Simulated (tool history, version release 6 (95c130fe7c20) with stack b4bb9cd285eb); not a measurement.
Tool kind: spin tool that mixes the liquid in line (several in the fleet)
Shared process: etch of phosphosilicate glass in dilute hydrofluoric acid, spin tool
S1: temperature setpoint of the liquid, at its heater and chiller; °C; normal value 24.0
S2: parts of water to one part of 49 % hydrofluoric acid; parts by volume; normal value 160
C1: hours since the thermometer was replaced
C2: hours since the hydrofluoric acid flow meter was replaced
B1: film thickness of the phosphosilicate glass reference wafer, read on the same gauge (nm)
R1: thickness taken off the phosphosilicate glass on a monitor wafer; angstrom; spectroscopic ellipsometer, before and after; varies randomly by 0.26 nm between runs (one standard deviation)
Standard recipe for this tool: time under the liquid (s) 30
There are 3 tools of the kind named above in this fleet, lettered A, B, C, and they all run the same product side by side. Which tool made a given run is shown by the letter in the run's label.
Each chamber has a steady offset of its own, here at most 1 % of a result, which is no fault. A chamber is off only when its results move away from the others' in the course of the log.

{"run": "1C", "hour": 6.8, "S1": 24.0, "S2": 160, "time under the liquid (s)": 30, "C1": 577.5, "C2": 511.4, "B1": 120.03, "R1": 352.94}
{"run": "2B", "hour": 15.2, "S1": 24.0, "S2": 160, "time under the liquid (s)": 30, "C1": 646.2, "C2": 644.0, "B1": 119.99, "R1": 352.37}
{"run": "3A", "hour": 24.7, "S1": 24.0, "S2": 160, "time under the liquid (s)": 30, "C1": 244.0, "C2": 502.7, "B1": 120.01, "R1": 346.95}
{"run": "4B", "hour": 34.8, "S1": 24.0, "S2": 160, "time under the liquid (s)": 30, "C1": 665.8, "C2": 663.6, "B1": 119.99, "R1": 350.9}
{"run": "5C", "hour": 40.8, "S1": 24.0, "S2": 160, "time under the liquid (s)": 30, "C1": 611.5, "C2": 545.4, "B1": 120.0, "R1": 348.27}
{"run": "6A", "hour": 46.6, "S1": 24.0, "S2": 160, "time under the liquid (s)": 30, "C1": 265.9, "C2": 524.6, "B1": 119.99, "R1": 351.17}
{"run": "7B", "hour": 51.2, "S1": 24.0, "S2": 160, "time under the liquid (s)": 30, "C1": 682.2, "C2": 680.0, "B1": 120.0, "R1": 349.07}
{"run": "8C", "hour": 60.3, "S1": 24.0, "S2": 160, "time under the liquid (s)": 30, "C1": 631.0, "C2": 564.9, "B1": 120.0, "R1": 352.17}
{"run": "9A", "hour": 69.2, "S1": 24.0, "S2": 160, "time under the liquid (s)": 30, "C1": 288.5, "C2": 547.2, "B1": 120.03, "R1": 355.68}
{"run": "10C", "hour": 77.5, "S1": 24.0, "S2": 160, "time under the liquid (s)": 30, "C1": 648.2, "C2": 582.1, "B1": 120.03, "R1": 358.29}
{"run": "11A", "hour": 87.6, "S1": 24.0, "S2": 160, "time under the liquid (s)": 30, "C1": 306.9, "C2": 565.6, "B1": 120.0, "R1": 354.63}
{"run": "12B", "hour": 96.2, "S1": 24.0, "S2": 160, "time under the liquid (s)": 30, "C1": 727.2, "C2": 725.0, "B1": 120.03, "R1": 346.87}
{"run": "13C", "hour": 106.1, "S1": 20.0, "S2": 105, "time under the liquid (s)": 30, "C1": 676.8, "C2": 610.7, "B1": 120.02, "R1": 489.39}
{"run": "14B", "hour": 114.9, "S1": 20.0, "S2": 105, "time under the liquid (s)": 30, "C1": 745.9, "C2": 743.7, "B1": 120.01, "R1": 478.58}
{"run": "15A", "hour": 124.7, "S1": 20.0, "S2": 105, "time under the liquid (s)": 30, "C1": 344.0, "C2": 602.7, "B1": 119.97, "R1": 506.81}
{"run": "16B", "hour": 131.5, "S1": 24.0, "S2": 160, "time under the liquid (s)": 30, "C1": 762.5, "C2": 760.3, "B1": 119.99, "R1": 345.25}
{"run": "17A", "hour": 136.1, "S1": 24.0, "S2": 160, "time under the liquid (s)": 30, "C1": 355.4, "C2": 614.1, "B1": 120.03, "R1": 363.34}
{"run": "18C", "hour": 143.1, "S1": 24.0, "S2": 160, "time under the liquid (s)": 30, "C1": 713.8, "C2": 647.7, "B1": 120.02, "R1": 348.92}
{"run": "19B", "hour": 151.5, "S1": 24.0, "S2": 160, "time under the liquid (s)": 30, "C1": 782.5, "C2": 780.3, "B1": 119.98, "R1": 347.15}
{"run": "20A", "hour": 160.8, "S1": 24.0, "S2": 160, "time under the liquid (s)": 30, "C1": 380.1, "C2": 638.8, "B1": 120.03, "R1": 364.02}
{"run": "21C", "hour": 169.3, "S1": 24.0, "S2": 115, "time under the liquid (s)": 15, "C1": 740.0, "C2": 673.9, "B1": 120.02, "R1": 256.38}
{"run": "22C", "hour": 178.3, "S1": 24.0, "S2": 115, "time under the liquid (s)": 15, "C1": 749.0, "C2": 682.9, "B1": 119.99, "R1": 257.42}
{"run": "23A", "hour": 184.9, "S1": 24.0, "S2": 115, "time under the liquid (s)": 15, "C1": 404.2, "C2": 662.9, "B1": 120.02, "R1": 270.24}
{"run": "24B", "hour": 191.1, "S1": 27.0, "S2": 230, "time under the liquid (s)": 30, "C1": 822.1, "C2": 819.9, "B1": 119.94, "R1": 251.66}
{"run": "25A", "hour": 200.0, "S1": 27.0, "S2": 230, "time under the liquid (s)": 30, "C1": 419.3, "C2": 678.0, "B1": 120.01, "R1": 264.98}
{"run": "26B", "hour": 204.8, "S1": 27.0, "S2": 230, "time under the liquid (s)": 30, "C1": 835.8, "C2": 833.6, "B1": 120.0, "R1": 250.97}
{"run": "27C", "hour": 209.9, "S1": 24.0, "S2": 160, "time under the liquid (s)": 30, "C1": 780.6, "C2": 714.5, "B1": 119.99, "R1": 354.41}
{"run": "28B", "hour": 215.6, "S1": 24.0, "S2": 160, "time under the liquid (s)": 30, "C1": 846.6, "C2": 844.4, "B1": 119.98, "R1": 353.23}
{"run": "29A", "hour": 221.2, "S1": 28.5, "S2": 160, "time under the liquid (s)": 30, "C1": 440.5, "C2": 699.2, "B1": 120.0, "R1": 445.13}
{"run": "30C", "hour": 228.0, "S1": 28.5, "S2": 160, "time under the liquid (s)": 30, "C1": 798.7, "C2": 732.6, "B1": 120.0, "R1": 415.75}
{"run": "31B", "hour": 233.4, "S1": 28.5, "S2": 160, "time under the liquid (s)": 30, "C1": 864.4, "C2": 862.2, "B1": 120.01, "R1": 409.77}
{"run": "32A", "hour": 240.0, "S1": 24.0, "S2": 160, "time under the liquid (s)": 30, "C1": 459.3, "C2": 718.0, "B1": 120.0, "R1": 370.66}
{"run": "33C", "hour": 246.4, "S1": 24.0, "S2": 160, "time under the liquid (s)": 30, "C1": 817.1, "C2": 751.0, "B1": 120.01, "R1": 357.74}
{"run": "34A", "hour": 251.6, "S1": 24.0, "S2": 160, "time under the liquid (s)": 30, "C1": 470.9, "C2": 729.6, "B1": 120.02, "R1": 378.29}
{"run": "35B", "hour": 258.2, "S1": 19.0, "S2": 160, "time under the liquid (s)": 15, "C1": 889.2, "C2": 887.0, "B1": 120.0, "R1": 142.52}
{"run": "36C", "hour": 263.6, "S1": 19.0, "S2": 160, "time under the liquid (s)": 15, "C1": 834.3, "C2": 768.2, "B1": 119.99, "R1": 146.39}
{"run": "37C", "hour": 273.0, "S1": 19.0, "S2": 160, "time under the liquid (s)": 15, "C1": 843.7, "C2": 777.6, "B1": 120.0, "R1": 146.02}
{"run": "38B", "hour": 278.2, "S1": 24.0, "S2": 160, "time under the liquid (s)": 30, "C1": 909.2, "C2": 907.0, "B1": 120.02, "R1": 351.51}
{"run": "39A", "hour": 286.8, "S1": 24.0, "S2": 160, "time under the liquid (s)": 15, "C1": 506.1, "C2": 764.8, "B1": 119.96, "R1": 193.98}
{"run": "40C", "hour": 293.1, "S1": 24.0, "S2": 160, "time under the liquid (s)": 15, "C1": 863.8, "C2": 797.7, "B1": 120.01, "R1": 174.87}
{"run": "41A", "hour": 301.9, "S1": 24.0, "S2": 160, "time under the liquid (s)": 15, "C1": 521.2, "C2": 779.9, "B1": 120.04, "R1": 192.66}
{"run": "42B", "hour": 311.8, "S1": 24.0, "S2": 160, "time under the liquid (s)": 30, "C1": 942.8, "C2": 940.6, "B1": 119.94, "R1": 351.92}
{"run": "43A", "hour": 321.3, "S1": 24.0, "S2": 160, "time under the liquid (s)": 30, "C1": 540.6, "C2": 799.3, "B1": 120.02, "R1": 385.89}

Next, all 3 chambers run the settings below, one line each with question marks for the results. What does each chamber give?
{"run": "44A", "hour": 328.8, "S1": 24.0, "S2": 160, "time under the liquid (s)": 30, "R1": "?"}
{"run": "44B", "hour": 328.8, "S1": 24.0, "S2": 160, "time under the liquid (s)": 30, "R1": "?"}
{"run": "44C", "hour": 328.8, "S1": 24.0, "S2": 160, "time under the liquid (s)": 30, "R1": "?"}

run=44A R1=388.42
run=44B R1=349.66
run=44C R1=352.36
